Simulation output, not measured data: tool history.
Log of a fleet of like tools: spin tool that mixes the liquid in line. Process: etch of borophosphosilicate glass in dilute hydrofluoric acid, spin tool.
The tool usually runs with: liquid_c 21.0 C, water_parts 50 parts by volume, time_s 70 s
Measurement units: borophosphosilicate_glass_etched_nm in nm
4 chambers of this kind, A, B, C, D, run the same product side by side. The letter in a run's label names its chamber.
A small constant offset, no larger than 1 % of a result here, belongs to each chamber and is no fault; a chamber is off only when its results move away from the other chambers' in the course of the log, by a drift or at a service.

run	hour	liquid_c	water_parts	time_s	read-back film thickness of the borophosphosilicate glass reference wafer, read on the same gauge (nm)	borophosphosilicate_glass_etched_nm
1D	6.8	21.0	50	70	130.01	44.071
2B	13.8	21.0	50	70	130.02	44.243
3C	22.0	21.0	50	70	129.99	44.717
# hour 31.9: chamber A: hydrofluoric acid flow meter replaced
4A	32.0	21.0	50	70	130.00	44.809
5B	41.6	19.0	50	70	129.99	40.728
6C	49.7	19.0	50	70	130.02	40.690
7A	56.2	19.0	50	70	129.98	40.946
8D	66.1	19.0	50	70	129.99	40.114
9C	72.6	21.0	50	70	129.98	43.452
10B	80.9	21.0	50	70	129.98	44.260
11D	90.3	21.0	50	70	129.99	43.714
12A	95.5	21.0	50	70	129.98	43.963
13D	106.5	21.0	40	70	130.01	54.953
14B	113.2	21.0	40	70	130.00	55.705
15C	120.3	21.0	40	70	130.00	55.824
16A	127.2	21.0	40	70	129.99	55.679
17A	137.4	21.0	50	70	129.99	44.394
18D	148.2	21.0	50	70	130.00	42.199
19C	156.7	21.0	50	70	130.00	44.328
20B	165.9	21.0	50	70	130.00	43.805
21D	174.7	21.0	50	70	129.99	42.068
22C	182.0	21.0	50	70	130.01	44.056
23A	187.0	21.0	50	70	130.00	44.435
24B	196.8	21.0	50	70	130.02	43.986
# hour 200.5: chamber A: thermometer replaced
25D	207.2	21.0	50	70	130.02	41.795
26A	215.0	25.5	50	90	129.98	69.279
27C	226.1	25.5	50	90	129.99	68.323
28B	231.6	25.5	50	90	130.00	68.436
# hour 237.7: chamber C: hydrofluoric acid flow meter replaced
29D	241.8	25.5	50	90	129.99	63.818
30B	250.9	21.0	50	70	129.99	44.667
31A	257.6	21.0	50	70	130.03	44.348
32C	266.7	21.0	50	70	130.01	44.470
33A	271.8	21.0	50	70	130.00	44.340
34B	277.4	21.0	50	70	130.00	44.152
35C	282.3	21.0	50	70	130.00	44.887
36D	292.7	21.0	40	70	130.01	51.269
37D	301.3	21.0	40	70	130.00	51.274

The same settings go to every chamber for the next run, one line per chamber below. Forecast the results for each:
38A	309.2	21.0	65	70		?
38B	309.2	21.0	65	70		?
38C	309.2	21.0	65	70		?
38D	309.2	21.0	65	70		?

run	borophosphosilicate_glass_etched_nm
38A	33.478
38B	33.247
38C	33.374
38D	30.791
